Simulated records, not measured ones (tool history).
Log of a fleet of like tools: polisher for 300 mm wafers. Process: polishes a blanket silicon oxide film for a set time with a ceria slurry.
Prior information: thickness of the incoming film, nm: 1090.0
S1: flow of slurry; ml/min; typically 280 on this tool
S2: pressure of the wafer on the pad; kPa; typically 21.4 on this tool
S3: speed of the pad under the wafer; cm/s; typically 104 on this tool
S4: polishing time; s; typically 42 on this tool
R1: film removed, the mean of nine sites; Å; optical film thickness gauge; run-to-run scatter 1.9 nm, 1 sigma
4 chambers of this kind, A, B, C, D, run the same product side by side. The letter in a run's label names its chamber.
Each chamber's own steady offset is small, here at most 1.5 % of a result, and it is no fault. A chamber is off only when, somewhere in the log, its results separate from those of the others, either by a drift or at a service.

run 1A hour=11.5 | S1=280 S2=21.4 S3=104 S4=42 | R1=2202.2
run 2D hour=18.3 | S1=280 S2=21.4 S3=104 S4=42 | R1=2207.7
-- hour=21.1 chamber C: worn pad replaced by a new one
-- hour=27 chamber A: worn pad replaced by a new one
run 3B hour=30.7 | S1=280 S2=21.4 S3=104 S4=42 | R1=2154.9
run 4C hour=40.1 | S1=280 S2=21.4 S3=104 S4=42 | R1=2167.8
-- hour=42.2 chamber D: worn pad replaced by a new one
run 5B hour=49.8 | S1=280 S2=21.4 S3=104 S4=42 | R1=2148.3
run 6C hour=62 | S1=280 S2=21.4 S3=104 S4=42 | R1=2161.5
run 7D hour=75.1 | S1=280 S2=21.4 S3=104 S4=42 | R1=2217.9
-- hour=80.9 chamber C: worn pad replaced by a new one
-- hour=82.8 chamber B: worn pad replaced by a new one
run 8A hour=82.9 | S1=280 S2=21.4 S3=104 S4=42 | R1=2184
-- hour=93.4 chamber A: worn pad replaced by a new one
run 9B hour=95.6 | S1=280 S2=21.4 S3=104 S4=42 | R1=2199.9
-- hour=99.3 chamber C: head pressure recalibrated
run 10A hour=102.9 | S1=230 S2=21.4 S3=86 S4=42 | R1=1751.9
run 11D hour=113.1 | S1=230 S2=21.4 S3=86 S4=42 | R1=1823
run 12C hour=120.1 | S1=230 S2=21.4 S3=86 S4=42 | R1=1772.6
run 13C hour=127.5 | S1=230 S2=21.4 S3=86 S4=42 | R1=1777.6
-- hour=135.3 chamber D: worn pad replaced by a new one
run 14D hour=136.8 | S1=280 S2=14.5 S3=74 S4=42 | R1=1070.1
-- hour=138.8 chamber C: worn pad replaced by a new one
run 15B hour=149.2 | S1=280 S2=14.5 S3=74 S4=42 | R1=1050
-- hour=153.8 chamber A: worn pad replaced by a new one
run 16A hour=160.9 | S1=280 S2=14.5 S3=74 S4=42 | R1=1016
-- hour=167.3 chamber B: worn pad replaced by a new one
run 17B hour=171.7 | S1=280 S2=14.5 S3=74 S4=42 | R1=1054.7
run 18C hour=185 | S1=280 S2=21.4 S3=104 S4=42 | R1=2174
-- hour=193 chamber C: slurry nozzle cleaned
run 19A hour=195 | S1=280 S2=21.4 S3=104 S4=42 | R1=2066.6
-- hour=205.3 chamber B: slurry nozzle cleaned
-- hour=206 chamber C: worn pad replaced by a new one
run 20D hour=207.5 | S1=280 S2=21.4 S3=104 S4=42 | R1=2208.9
-- hour=210.1 chamber A: worn pad replaced by a new one
-- hour=211.5 chamber D: worn pad replaced by a new one
run 21A hour=218 | S1=280 S2=21.4 S3=104 S4=42 | R1=2059.7
run 22B hour=231.1 | S1=280 S2=21.4 S3=104 S4=42 | R1=2197.4
run 23C hour=243.5 | S1=280 S2=21.4 S3=104 S4=42 | R1=2145
-- hour=254.1 chamber B: worn pad replaced by a new one
run 24D hour=254.5 | S1=280 S2=21.4 S3=104 S4=42 | R1=2213
-- hour=255.9 chamber C: worn pad replaced by a new one
run 25D hour=265.9 | S1=280 S2=21.4 S3=104 S4=42 | R1=2193
-- hour=269 chamber A: worn pad replaced by a new one
run 26C hour=274 | S1=280 S2=21.4 S3=104 S4=42 | R1=2204.7
run 27B hour=281.1 | S1=280 S2=21.4 S3=104 S4=42 | R1=2199.8
-- hour=282.3 chamber A: slurry nozzle cleaned
run 28A hour=292.4 | S1=280 S2=21.4 S3=104 S4=42 | R1=1933.7

All 4 chambers run these settings next. Forecast each chamber's results:
run 29A hour=302.3 | S1=280 S2=21.4 S3=104 S4=34 | R1=?
run 29B hour=302.3 | S1=280 S2=21.4 S3=104 S4=34 | R1=?
run 29C hour=302.3 | S1=280 S2=21.4 S3=104 S4=34 | R1=?
run 29D hour=302.3 | S1=280 S2=21.4 S3=104 S4=34 | R1=?

run=29A R1=1592.3
run=29B R1=1756.8
run=29C R1=1743.1
run=29D R1=1805.8
